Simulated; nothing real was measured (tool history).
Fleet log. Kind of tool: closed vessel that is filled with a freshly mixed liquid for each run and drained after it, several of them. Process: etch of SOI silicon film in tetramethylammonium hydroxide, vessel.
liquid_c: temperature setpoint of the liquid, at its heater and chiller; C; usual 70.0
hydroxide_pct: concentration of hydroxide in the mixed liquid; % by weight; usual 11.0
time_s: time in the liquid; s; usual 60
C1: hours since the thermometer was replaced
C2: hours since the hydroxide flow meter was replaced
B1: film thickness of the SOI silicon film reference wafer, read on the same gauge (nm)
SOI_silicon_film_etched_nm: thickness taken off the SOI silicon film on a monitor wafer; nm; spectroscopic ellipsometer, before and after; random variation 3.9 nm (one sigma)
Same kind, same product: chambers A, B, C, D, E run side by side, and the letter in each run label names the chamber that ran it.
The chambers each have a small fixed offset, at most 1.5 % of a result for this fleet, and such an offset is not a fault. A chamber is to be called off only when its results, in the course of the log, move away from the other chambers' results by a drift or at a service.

{"run": "1B", "hour": 6.0, "liquid_c": 70.0, "hydroxide_pct": 11.0, "time_s": 60, "C1": 975.0, "C2": 22.5, "B1": 99.971, "SOI_silicon_film_etched_nm": 414.54}
{"run": "2D", "hour": 15.1, "liquid_c": 70.0, "hydroxide_pct": 11.0, "time_s": 60, "C1": 940.5, "C2": 1096.7, "B1": 100.02, "SOI_silicon_film_etched_nm": 419.73}
{"run": "3A", "hour": 22.4, "liquid_c": 70.0, "hydroxide_pct": 11.0, "time_s": 60, "C1": 2217.5, "C2": 1650.9, "B1": 100.04, "SOI_silicon_film_etched_nm": 413.84}
{"run": "4E", "hour": 30.8, "liquid_c": 70.0, "hydroxide_pct": 11.0, "time_s": 60, "C1": 567.9, "C2": 487.1, "B1": 100.01, "SOI_silicon_film_etched_nm": 413.12}
{"run": "5C", "hour": 40.3, "liquid_c": 70.0, "hydroxide_pct": 11.0, "time_s": 60, "C1": 142.2, "C2": 1748.5, "B1": 99.992, "SOI_silicon_film_etched_nm": 407.78}
{"run": "6E", "hour": 51.5, "liquid_c": 74.5, "hydroxide_pct": 11.0, "time_s": 60, "C1": 588.6, "C2": 507.8, "B1": 99.999, "SOI_silicon_film_etched_nm": 542.88}
{"run": "7C", "hour": 62.2, "liquid_c": 74.5, "hydroxide_pct": 11.0, "time_s": 60, "C1": 164.1, "C2": 1770.4, "B1": 100.01, "SOI_silicon_film_etched_nm": 535.01}
{"run": "8A", "hour": 72.7, "liquid_c": 74.5, "hydroxide_pct": 11.0, "time_s": 60, "C1": 2267.8, "C2": 1701.2, "B1": 99.973, "SOI_silicon_film_etched_nm": 539.24}
{"run": "9D", "hour": 82.9, "liquid_c": 74.5, "hydroxide_pct": 11.0, "time_s": 60, "C1": 1008.3, "C2": 1164.5, "B1": 100.03, "SOI_silicon_film_etched_nm": 534.85}
{"run": "10B", "hour": 89.3, "liquid_c": 74.5, "hydroxide_pct": 11.0, "time_s": 60, "C1": 1058.3, "C2": 105.8, "B1": 100.05, "SOI_silicon_film_etched_nm": 545.62}
{"run": "11C", "hour": 98.5, "liquid_c": 70.0, "hydroxide_pct": 11.0, "time_s": 60, "C1": 200.4, "C2": 1806.7, "B1": 99.981, "SOI_silicon_film_etched_nm": 408.88}
{"run": "12A", "hour": 108.0, "liquid_c": 70.0, "hydroxide_pct": 11.0, "time_s": 60, "C1": 2303.1, "C2": 1736.5, "B1": 99.988, "SOI_silicon_film_etched_nm": 410.85}
{"run": "13E", "hour": 117.3, "liquid_c": 70.0, "hydroxide_pct": 11.0, "time_s": 60, "C1": 654.4, "C2": 573.6, "B1": 99.997, "SOI_silicon_film_etched_nm": 418.56}
{"run": "14D", "hour": 123.3, "liquid_c": 70.0, "hydroxide_pct": 11.0, "time_s": 60, "C1": 1048.7, "C2": 1204.9, "B1": 100.05, "SOI_silicon_film_etched_nm": 415.3}
{"hour": 126.8, "done": "chamber D: hydroxide flow meter replaced"}
{"run": "15B", "hour": 132.9, "liquid_c": 70.0, "hydroxide_pct": 11.0, "time_s": 30, "C1": 1101.9, "C2": 149.4, "B1": 100.03, "SOI_silicon_film_etched_nm": 215.6}
{"run": "16C", "hour": 138.1, "liquid_c": 70.0, "hydroxide_pct": 11.0, "time_s": 30, "C1": 240.0, "C2": 1846.3, "B1": 99.983, "SOI_silicon_film_etched_nm": 205.83}
{"run": "17D", "hour": 149.6, "liquid_c": 70.0, "hydroxide_pct": 11.0, "time_s": 30, "C1": 1075.0, "C2": 22.9, "B1": 99.985, "SOI_silicon_film_etched_nm": 209.53}
{"run": "18B", "hour": 158.7, "liquid_c": 70.0, "hydroxide_pct": 11.0, "time_s": 30, "C1": 1127.7, "C2": 175.2, "B1": 100.03, "SOI_silicon_film_etched_nm": 215.37}
{"run": "19A", "hour": 167.8, "liquid_c": 70.0, "hydroxide_pct": 11.0, "time_s": 30, "C1": 2362.9, "C2": 1796.3, "B1": 100.02, "SOI_silicon_film_etched_nm": 208.56}
{"run": "20E", "hour": 177.1, "liquid_c": 70.0, "hydroxide_pct": 11.0, "time_s": 60, "C1": 714.2, "C2": 633.4, "B1": 100.03, "SOI_silicon_film_etched_nm": 420.33}
{"run": "21D", "hour": 187.6, "liquid_c": 70.0, "hydroxide_pct": 11.0, "time_s": 60, "C1": 1113.0, "C2": 60.9, "B1": 99.983, "SOI_silicon_film_etched_nm": 410.28}
{"run": "22C", "hour": 195.8, "liquid_c": 70.0, "hydroxide_pct": 11.0, "time_s": 60, "C1": 297.7, "C2": 1904.0, "B1": 99.986, "SOI_silicon_film_etched_nm": 410.19}
{"run": "23A", "hour": 202.9, "liquid_c": 70.0, "hydroxide_pct": 11.0, "time_s": 60, "C1": 2398.0, "C2": 1831.4, "B1": 100.02, "SOI_silicon_film_etched_nm": 407.07}
{"run": "24B", "hour": 212.2, "liquid_c": 70.0, "hydroxide_pct": 11.0, "time_s": 60, "C1": 1181.2, "C2": 228.7, "B1": 99.979, "SOI_silicon_film_etched_nm": 442.99}
{"run": "25E", "hour": 222.4, "liquid_c": 70.0, "hydroxide_pct": 11.0, "time_s": 60, "C1": 759.5, "C2": 678.7, "B1": 100.0, "SOI_silicon_film_etched_nm": 417.46}
{"run": "26E", "hour": 232.0, "liquid_c": 70.0, "hydroxide_pct": 11.0, "time_s": 60, "C1": 769.1, "C2": 688.3, "B1": 100.03, "SOI_silicon_film_etched_nm": 417.94}
{"run": "27A", "hour": 241.2, "liquid_c": 70.0, "hydroxide_pct": 11.0, "time_s": 60, "C1": 2436.3, "C2": 1869.7, "B1": 99.994, "SOI_silicon_film_etched_nm": 415.32}
{"run": "28C", "hour": 248.0, "liquid_c": 70.0, "hydroxide_pct": 11.0, "time_s": 60, "C1": 349.9, "C2": 1956.2, "B1": 99.958, "SOI_silicon_film_etched_nm": 411.86}
{"hour": 250.7, "done": "chamber E: thermometer replaced"}
{"run": "29D", "hour": 258.4, "liquid_c": 70.0, "hydroxide_pct": 11.0, "time_s": 60, "C1": 1183.8, "C2": 131.7, "B1": 99.991, "SOI_silicon_film_etched_nm": 416.67}
{"run": "30B", "hour": 264.5, "liquid_c": 70.0, "hydroxide_pct": 11.0, "time_s": 60, "C1": 1233.5, "C2": 281.0, "B1": 99.976, "SOI_silicon_film_etched_nm": 451.52}
{"run": "31A", "hour": 275.2, "liquid_c": 66.5, "hydroxide_pct": 11.0, "time_s": 90, "C1": 2470.3, "C2": 1903.7, "B1": 99.975, "SOI_silicon_film_etched_nm": 503.32}
{"run": "32E", "hour": 286.4, "liquid_c": 66.5, "hydroxide_pct": 11.0, "time_s": 90, "C1": 35.7, "C2": 742.7, "B1": 100.01, "SOI_silicon_film_etched_nm": 509.23}
{"run": "33C", "hour": 291.8, "liquid_c": 66.5, "hydroxide_pct": 11.0, "time_s": 90, "C1": 393.7, "C2": 2000.0, "B1": 99.965, "SOI_silicon_film_etched_nm": 508.04}
{"run": "34B", "hour": 298.8, "liquid_c": 66.5, "hydroxide_pct": 11.0, "time_s": 90, "C1": 1267.8, "C2": 315.3, "B1": 99.957, "SOI_silicon_film_etched_nm": 557.8}
{"run": "35D", "hour": 308.5, "liquid_c": 66.5, "hydroxide_pct": 11.0, "time_s": 90, "C1": 1233.9, "C2": 181.8, "B1": 100.01, "SOI_silicon_film_etched_nm": 501.65}
{"run": "36E", "hour": 314.3, "liquid_c": 70.0, "hydroxide_pct": 11.0, "time_s": 60, "C1": 63.6, "C2": 770.6, "B1": 100.0, "SOI_silicon_film_etched_nm": 418.16}
{"run": "37A", "hour": 321.7, "liquid_c": 70.0, "hydroxide_pct": 11.0, "time_s": 60, "C1": 2516.8, "C2": 1950.2, "B1": 100.01, "SOI_silicon_film_etched_nm": 413.6}
{"run": "38C", "hour": 328.0, "liquid_c": 70.0, "hydroxide_pct": 11.0, "time_s": 60, "C1": 429.9, "C2": 2036.2, "B1": 99.963, "SOI_silicon_film_etched_nm": 407.94}
{"run": "39D", "hour": 334.1, "liquid_c": 74.0, "hydroxide_pct": 12.5, "time_s": 60, "C1": 1259.5, "C2": 207.4, "B1": 100.04, "SOI_silicon_film_etched_nm": 493.8}

Read the log: is a single chamber off, either drifting away or since a service, is the gauge that measures every chamber drifting, or is nothing wrong beyond small per-chamber offsets? Name any odd chamber and what most likely caused it.

It is chamber B that slowly wanders off from its peers.
Cause: liquid hotter than its thermometer reads (K) = 2.01.

Which of the 4 candidates below, each the usual settings with something changed and its results left as question marks, puts chamber B back in line with what the other chambers give on the usual settings?
A result is in line if it is within this distance of the other chambers' mean on the usual settings: SOI_silicon_film_etched_nm 14.00 nm
{"run": "40B-1", "hour": 342.3, "liquid_c": 70.0, "hydroxide_pct": 11.0, "time_s": 50, "SOI_silicon_film_etched_nm": "?"}
{"run": "40B-2", "hour": 342.3, "liquid_c": 72.0, "hydroxide_pct": 11.0, "time_s": 60, "SOI_silicon_film_etched_nm": "?"}
{"run": "40B-3", "hour": 342.3, "liquid_c": 68.0, "hydroxide_pct": 11.0, "time_s": 60, "SOI_silicon_film_etched_nm": "?"}
{"run": "40B-4", "hour": 342.3, "liquid_c": 73.0, "hydroxide_pct": 10.5, "time_s": 60, "SOI_silicon_film_etched_nm": "?"}

Usual-settings mean across the other chambers: SOI_silicon_film_etched_nm 413.92 nm
run=40B-1 SOI_silicon_film_etched_nm=386.60
run=40B-2 SOI_silicon_film_etched_nm=520.36
run=40B-3 SOI_silicon_film_etched_nm=412.82
run=40B-4 SOI_silicon_film_etched_nm=559.87
With 40B-3, the chamber falls back in line with the rest.

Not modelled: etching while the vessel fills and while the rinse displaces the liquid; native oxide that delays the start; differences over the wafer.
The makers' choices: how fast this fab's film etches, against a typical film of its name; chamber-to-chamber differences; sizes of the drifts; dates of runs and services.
